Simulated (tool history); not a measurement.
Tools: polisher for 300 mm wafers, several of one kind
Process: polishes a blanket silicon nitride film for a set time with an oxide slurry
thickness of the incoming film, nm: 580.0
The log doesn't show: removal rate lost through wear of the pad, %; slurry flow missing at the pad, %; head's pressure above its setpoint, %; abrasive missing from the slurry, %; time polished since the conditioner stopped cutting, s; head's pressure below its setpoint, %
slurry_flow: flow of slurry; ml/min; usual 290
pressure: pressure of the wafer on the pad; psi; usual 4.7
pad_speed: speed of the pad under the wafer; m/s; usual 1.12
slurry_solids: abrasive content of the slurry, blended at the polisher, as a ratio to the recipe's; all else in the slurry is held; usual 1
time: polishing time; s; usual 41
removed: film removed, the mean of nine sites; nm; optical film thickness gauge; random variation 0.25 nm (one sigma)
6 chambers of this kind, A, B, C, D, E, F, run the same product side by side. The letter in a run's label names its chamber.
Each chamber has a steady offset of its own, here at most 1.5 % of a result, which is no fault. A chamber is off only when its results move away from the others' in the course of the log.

| run | hour | slurry_flow | pressure | pad_speed | slurry_solids | time | wafers polished on this pad | hours since the slurry nozzle was cleaned | hours since the head pressure was calibrated | hours since the slurry blender was calibrated | hours since the conditioning disc was replaced | removed |
|---|---|---|---|---|---|---|---|---|---|---|---|---|
|  | 0.5 | chamber D: worn pad replaced by a new one |
|  | 3 | chamber A: worn pad replaced by a new one |
|  | 3.3 | chamber F: slurry blender recalibrated |
|  | 5.2 | chamber B: slurry blender recalibrated |
|  | 5.6 | chamber B: conditioning disc replaced and pad reconditioned |
| 1B | 6.3 | 290 | 4.7 | 1.12 | 1 | 41 | 77 | 302.3 | 29.3 | 1.1 | 0.8 | 32.191 |
|  | 13.6 | chamber D: slurry nozzle cleaned |
| 2C | 13.7 | 290 | 4.7 | 1.12 | 1 | 41 | 364 | 277.3 | 599.8 | 107.3 | 113.4 | 31.609 |
| 3F | 19.5 | 290 | 4.7 | 1.12 | 1 | 41 | 325 | 532 | 93 | 16.2 | 55.1 | 31.944 |
|  | 23.8 | chamber E: conditioning disc replaced and pad reconditioned |
| 4A | 26.8 | 290 | 4.7 | 1.12 | 1 | 41 | 208 | 363.3 | 500.2 | 294.3 | 72.4 | 31.235 |
|  | 29.2 | chamber A: slurry nozzle cleaned |
| 5D | 31.1 | 290 | 4.7 | 1.12 | 1 | 41 | 267 | 17.5 | 1080.5 | 200.8 | 275.2 | 31.651 |
|  | 34.3 | chamber C: worn pad replaced by a new one |
| 6E | 35 | 290 | 4.7 | 1.12 | 1 | 41 | 370 | 120.9 | 399.4 | 243.8 | 11.2 | 31.422 |
| 7D | 42.8 | 350 | 4.7 | 0.74 | 1 | 41 | 369 | 29.2 | 1092.2 | 212.5 | 286.9 | 23.149 |
| 8E | 48.9 | 350 | 4.7 | 0.74 | 1 | 41 | 492 | 134.8 | 413.3 | 257.7 | 25.1 | 23.049 |
|  | 49.4 | chamber F: worn pad replaced by a new one |
| 9B | 57.1 | 350 | 4.7 | 0.74 | 1 | 41 | 521 | 353.1 | 80.1 | 51.9 | 51.6 | 22.915 |
|  | 59.3 | chamber E: worn pad replaced by a new one |
| 10A | 64 | 350 | 4.7 | 0.74 | 1 | 41 | 533 | 34.9 | 537.4 | 331.5 | 109.6 | 22.786 |
| 11C | 68.8 | 350 | 4.7 | 0.74 | 1 | 41 | 301 | 332.4 | 654.9 | 162.4 | 168.5 | 23.055 |
|  | 69.8 | chamber E: slurry blender recalibrated |
| 12F | 76.7 | 350 | 4.7 | 0.74 | 1 | 41 | 239 | 589.2 | 150.2 | 73.4 | 112.3 | 23.539 |
| 13D | 82.6 | 290 | 4.7 | 1.12 | 1 | 41 | 717 | 69 | 1132 | 252.3 | 326.7 | 32.001 |
|  | 86.4 | chamber B: worn pad replaced by a new one |
|  | 88 | chamber F: slurry nozzle cleaned |
|  | 90 | chamber D: head pressure recalibrated |
| 14B | 90 | 290 | 4.7 | 1.12 | 1 | 41 | 31 | 386 | 113 | 84.8 | 84.5 | 31.804 |
|  | 90.5 | chamber C: conditioning disc replaced and pad reconditioned |
|  | 96.4 | chamber C: worn pad replaced by a new one |
| 15F | 98.1 | 290 | 4.7 | 1.12 | 1 | 41 | 426 | 10.2 | 171.6 | 94.8 | 133.7 | 31.852 |
| 16E | 104.1 | 290 | 4.7 | 1.12 | 1 | 41 | 392 | 190 | 468.5 | 34.3 | 80.3 | 30.971 |
|  | 110.3 | chamber E: worn pad replaced by a new one |
| 17C | 111.7 | 290 | 4.7 | 1.12 | 1 | 41 | 134 | 375.3 | 697.8 | 205.3 | 21.2 | 31.29 |
|  | 114.7 | chamber F: worn pad replaced by a new one |
| 18A | 115.8 | 290 | 4.7 | 1.12 | 1 | 51 | 986 | 86.7 | 589.2 | 383.3 | 161.4 | 38.736 |
|  | 118.8 | chamber A: worn pad replaced by a new one |
| 19F | 121.4 | 290 | 4.7 | 1.12 | 1 | 51 | 58 | 33.5 | 194.9 | 118.1 | 157 | 39.869 |
| 20A | 128.1 | 290 | 4.7 | 1.12 | 1 | 51 | 81 | 99 | 601.5 | 395.6 | 173.7 | 38.819 |
|  | 129.4 | chamber D: slurry blender recalibrated |
| 21E | 136.4 | 290 | 4.7 | 1.12 | 1 | 51 | 228 | 222.3 | 500.8 | 66.6 | 112.6 | 38.721 |
| 22B | 144 | 290 | 4.7 | 1.12 | 1 | 51 | 503 | 440 | 167 | 138.8 | 138.5 | 39.416 |
| 23C | 150.4 | 290 | 4.7 | 1.12 | 1 | 51 | 472 | 414 | 736.5 | 244 | 59.9 | 39.584 |
|  | 154.1 | chamber A: slurry blender recalibrated |
| 24D | 154.6 | 290 | 4.7 | 1.12 | 1 | 41 | 1347 | 141 | 64.7 | 25.2 | 398.7 | 34.269 |
|  | 159.6 | chamber D: worn pad replaced by a new one |
| 25F | 162.2 | 290 | 4.7 | 1.12 | 1 | 41 | 415 | 74.3 | 235.7 | 158.9 | 197.8 | 31.883 |
| 26C | 166.7 | 290 | 4.7 | 1.12 | 1 | 41 | 614 | 430.3 | 752.8 | 260.3 | 76.2 | 31.641 |
|  | 168.6 | chamber C: worn pad replaced by a new one |
| 27B | 174.1 | 290 | 4.7 | 1.12 | 1 | 41 | 767 | 470.1 | 197.1 | 168.9 | 168.6 | 32.032 |
|  | 174.5 | chamber E: worn pad replaced by a new one |
|  | 176.5 | chamber A: conditioning disc replaced and pad reconditioned |
| 28E | 180.9 | 290 | 4.7 | 1.12 | 1 | 41 | 56 | 266.8 | 545.3 | 111.1 | 157.1 | 31.16 |
|  | 181.2 | chamber F: worn pad replaced by a new one |
| 29A | 188.3 | 290 | 4.7 | 1.12 | 1 | 41 | 608 | 159.2 | 661.7 | 34.2 | 11.9 | 31.754 |
| 30D | 192.1 | 290 | 4.7 | 1.12 | 1 | 41 | 284 | 178.5 | 102.2 | 62.7 | 436.2 | 34.195 |
|  | 192.4 | chamber C: slurry blender recalibrated |
|  | 199.8 | chamber B: worn pad replaced by a new one |
| 31F | 200.3 | 290 | 4.7 | 1.12 | 1 | 41 | 167 | 112.4 | 273.8 | 197 | 235.9 | 32.185 |
|  | 204.4 | chamber F: conditioning disc replaced and pad reconditioned |
| 32B | 206.3 | 290 | 4.7 | 1.12 | 1 | 41 | 57 | 502.3 | 229.3 | 201.1 | 200.8 | 31.734 |
| 33A | 214.4 | 290 | 4.7 | 1.12 | 1 | 41 | 836 | 185.3 | 687.8 | 60.3 | 38 | 31.732 |
| 34D | 220.5 | 290 | 4.7 | 1.12 | 1 | 32 | 532 | 206.9 | 130.6 | 91.1 | 464.6 | 26.898 |
| 35E | 227.3 | 290 | 4.7 | 1.12 | 1 | 32 | 462 | 313.2 | 591.7 | 157.5 | 203.5 | 24.757 |
| 36C | 232.6 | 290 | 4.7 | 1.12 | 1 | 32 | 559 | 496.2 | 818.7 | 40.3 | 142.1 | 24.744 |
| 37E | 238.1 | 290 | 4.7 | 1.12 | 1 | 32 | 556 | 324 | 602.5 | 168.3 | 214.3 | 24.477 |
|  | 242 | chamber F: slurry blender recalibrated |
|  | 242.1 | chamber F: worn pad replaced by a new one |
| 38F | 243.8 | 290 | 4.7 | 1.12 | 1 | 32 | 15 | 155.9 | 317.3 | 1.8 | 39.4 | 25.088 |
| 39B | 248.1 | 290 | 4.7 | 1.12 | 1 | 32 | 422 | 544.1 | 271.1 | 242.9 | 242.6 | 24.638 |

Is one chamber off against the others, does the gauge drift, or is nothing wrong? If a chamber is off, say which, and what the likeliest cause is.

A service left chamber D off against the others.
Cause: head's pressure above its setpoint, % = 8.72.

Here are 4 candidates for chamber D's next run, each the usual settings with a change, their results left as question marks. Which one brings its results back in line with what the others give on the usual settings?
In line means no further than this from the other chambers' mean on the usual settings: removed 0.87 nm
| 40D-1 | 254.2 | 295 | 4.7 | 1.22 | 1 | 41 |  |  |  |  |  | ? |
| 40D-2 | 254.2 | 290 | 4.8 | 1.12 | 1 | 41 |  |  |  |  |  | ? |
| 40D-3 | 254.2 | 235 | 4.7 | 1.12 | 1 | 41 |  |  |  |  |  | ? |
| 40D-4 | 254.2 | 290 | 4.5 | 1.08 | 1 | 41 |  |  |  |  |  | ? |

The other chambers' mean on the usual settings: removed 31.622 nm
| run | removed |
|---|---|
| 40D-1 | 36.549 |
| 40D-2 | 34.831 |
| 40D-3 | 33.373 |
| 40D-4 | 31.719 |
40D-4 brings the chamber back in line.

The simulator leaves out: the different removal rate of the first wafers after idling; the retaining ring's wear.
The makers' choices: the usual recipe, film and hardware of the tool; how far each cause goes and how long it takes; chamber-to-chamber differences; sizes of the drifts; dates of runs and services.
